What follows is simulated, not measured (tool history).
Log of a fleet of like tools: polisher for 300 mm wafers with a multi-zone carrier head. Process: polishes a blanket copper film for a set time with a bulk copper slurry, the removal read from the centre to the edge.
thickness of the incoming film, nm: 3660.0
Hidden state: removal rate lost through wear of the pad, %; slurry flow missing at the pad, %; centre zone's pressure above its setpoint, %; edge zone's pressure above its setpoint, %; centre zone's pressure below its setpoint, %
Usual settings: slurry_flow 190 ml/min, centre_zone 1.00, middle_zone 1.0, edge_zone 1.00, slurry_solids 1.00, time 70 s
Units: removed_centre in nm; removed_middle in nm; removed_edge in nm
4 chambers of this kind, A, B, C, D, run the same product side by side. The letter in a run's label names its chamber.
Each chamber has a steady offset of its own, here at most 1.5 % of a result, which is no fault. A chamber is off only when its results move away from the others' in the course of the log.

| run | hour | slurry_flow | centre_zone | middle_zone | edge_zone | slurry_solids | time | wafers polished on this pad | hours since the slurry nozzle was cleaned | hours since the centre zone pressure was calibrated | hours since the edge zone pressure was calibrated | removed_centre | removed_middle | removed_edge |
|---|---|---|---|---|---|---|---|---|---|---|---|---|---|---|
| 1D | 13.0 | 190 | 1.00 | 1.0 | 1.00 | 1.00 | 70 | 655 | 245.3 | 736.0 | 1073.7 | 770.24 | 770.65 | 780.71 |
|  | 18.6 | chamber A: worn pad replaced by a new one |
| 2C | 27.4 | 190 | 1.00 | 1.0 | 1.00 | 1.00 | 70 | 339 | 225.9 | 1145.9 | 32.1 | 800.95 | 772.77 | 760.97 |
|  | 28.9 | chamber D: worn pad replaced by a new one |
| 3A | 39.6 | 190 | 1.00 | 1.0 | 1.00 | 1.00 | 70 | 118 | 342.6 | 427.1 | 1052.6 | 791.53 | 779.62 | 763.39 |
| 4B | 54.8 | 190 | 1.00 | 1.0 | 1.00 | 1.00 | 70 | 766 | 240.4 | 207.0 | 827.6 | 751.83 | 788.81 | 777.79 |
| 5C | 68.3 | 190 | 1.00 | 1.0 | 1.00 | 1.00 | 70 | 569 | 266.8 | 1186.8 | 73.0 | 779.40 | 775.61 | 788.60 |
| 6A | 80.8 | 190 | 1.00 | 1.0 | 1.00 | 1.00 | 70 | 349 | 383.8 | 468.3 | 1093.8 | 750.73 | 777.38 | 759.61 |
|  | 87.0 | chamber C: centre zone pressure recalibrated |
| 7B | 90.2 | 220 | 1.00 | 1.0 | 1.00 | 1.00 | 61 | 965 | 275.8 | 242.4 | 863.0 | 700.68 | 696.65 | 694.60 |
|  | 94.1 | chamber D: edge zone pressure recalibrated |
| 8D | 100.5 | 220 | 1.00 | 1.0 | 1.00 | 1.00 | 61 | 402 | 332.8 | 823.5 | 6.4 | 683.91 | 673.40 | 697.28 |
|  | 113.4 | chamber A: worn pad replaced by a new one |
| 9C | 114.1 | 220 | 1.00 | 1.0 | 1.00 | 1.00 | 61 | 826 | 312.6 | 27.2 | 118.8 | 693.65 | 695.02 | 685.30 |
| 10B | 128.2 | 220 | 1.00 | 1.0 | 1.00 | 1.00 | 61 | 1178 | 313.8 | 280.4 | 901.0 | 692.72 | 704.69 | 705.08 |
| 11D | 142.2 | 190 | 1.00 | 1.0 | 1.00 | 1.00 | 70 | 636 | 374.5 | 865.2 | 48.1 | 806.31 | 778.86 | 779.35 |
| 12A | 153.0 | 190 | 1.09 | 1.0 | 1.00 | 1.00 | 70 | 222 | 456.0 | 540.5 | 1166.0 | 837.76 | 773.83 | 760.45 |
|  | 163.1 | chamber D: worn pad replaced by a new one |
| 13C | 163.7 | 190 | 1.09 | 1.0 | 1.00 | 1.00 | 70 | 1105 | 362.2 | 76.8 | 168.4 | 868.77 | 768.29 | 766.75 |
|  | 171.7 | chamber B: worn pad replaced by a new one |
| 14B | 179.7 | 190 | 1.09 | 1.0 | 1.00 | 1.00 | 70 | 45 | 365.3 | 331.9 | 952.5 | 855.69 | 776.87 | 784.34 |
|  | 186.2 | chamber D: slurry nozzle cleaned |
| 15A | 189.9 | 190 | 1.09 | 1.0 | 1.00 | 1.00 | 70 | 429 | 492.9 | 577.4 | 1202.9 | 853.56 | 772.08 | 773.16 |
|  | 197.2 | chamber C: slurry nozzle cleaned |
| 16D | 199.3 | 190 | 1.00 | 1.0 | 1.00 | 1.00 | 70 | 203 | 13.2 | 922.3 | 105.2 | 794.90 | 760.65 | 778.34 |
| 17A | 207.4 | 190 | 1.00 | 1.1 | 1.00 | 0.85 | 70 | 528 | 510.4 | 594.9 | 1220.4 | 742.27 | 842.77 | 745.78 |
|  | 212.0 | chamber A: worn pad replaced by a new one |
|  | 212.4 | chamber C: worn pad replaced by a new one |
| 18B | 223.4 | 190 | 1.00 | 1.1 | 1.00 | 0.85 | 70 | 290 | 409.0 | 375.6 | 996.2 | 739.97 | 819.45 | 749.46 |
| 19D | 239.3 | 190 | 1.00 | 1.1 | 1.00 | 0.85 | 70 | 428 | 53.2 | 962.3 | 145.2 | 786.88 | 820.14 | 755.45 |
| 20C | 250.5 | 190 | 1.00 | 1.1 | 1.00 | 0.85 | 70 | 214 | 53.3 | 163.6 | 255.2 | 758.11 | 810.58 | 745.32 |
| 21D | 266.5 | 190 | 1.00 | 1.0 | 1.00 | 1.00 | 70 | 581 | 80.4 | 989.5 | 172.4 | 829.27 | 780.81 | 773.00 |
| 22A | 281.1 | 190 | 1.00 | 1.0 | 1.00 | 1.00 | 70 | 388 | 584.1 | 668.6 | 1294.1 | 758.35 | 778.29 | 772.81 |
|  | 286.7 | chamber B: centre zone pressure recalibrated |
| 23C | 289.4 | 190 | 1.00 | 1.0 | 1.08 | 1.25 | 70 | 432 | 92.2 | 202.5 | 294.1 | 831.03 | 813.37 | 849.07 |
| 24B | 296.3 | 190 | 1.00 | 1.0 | 1.08 | 1.25 | 70 | 699 | 481.9 | 9.6 | 1069.1 | 823.50 | 824.69 | 849.87 |

All 4 chambers run these settings next. Forecast each chamber's results:
| 25A | 307.8 | 190 | 1.00 | 1.0 | 1.00 | 0.85 | 70 |  |  |  |  | ? | ? | ? |
| 25B | 307.8 | 190 | 1.00 | 1.0 | 1.00 | 0.85 | 70 |  |  |  |  | ? | ? | ? |
| 25C | 307.8 | 190 | 1.00 | 1.0 | 1.00 | 0.85 | 70 |  |  |  |  | ? | ? | ? |
| 25D | 307.8 | 190 | 1.00 | 1.0 | 1.00 | 0.85 | 70 |  |  |  |  | ? | ? | ? |

| run | removed_centre | removed_middle | removed_edge |
|---|---|---|---|
| 25A | 748.46 | 760.44 | 749.91 |
| 25B | 754.54 | 761.17 | 753.03 |
| 25C | 773.21 | 760.83 | 761.50 |
| 25D | 791.25 | 750.02 | 753.20 |
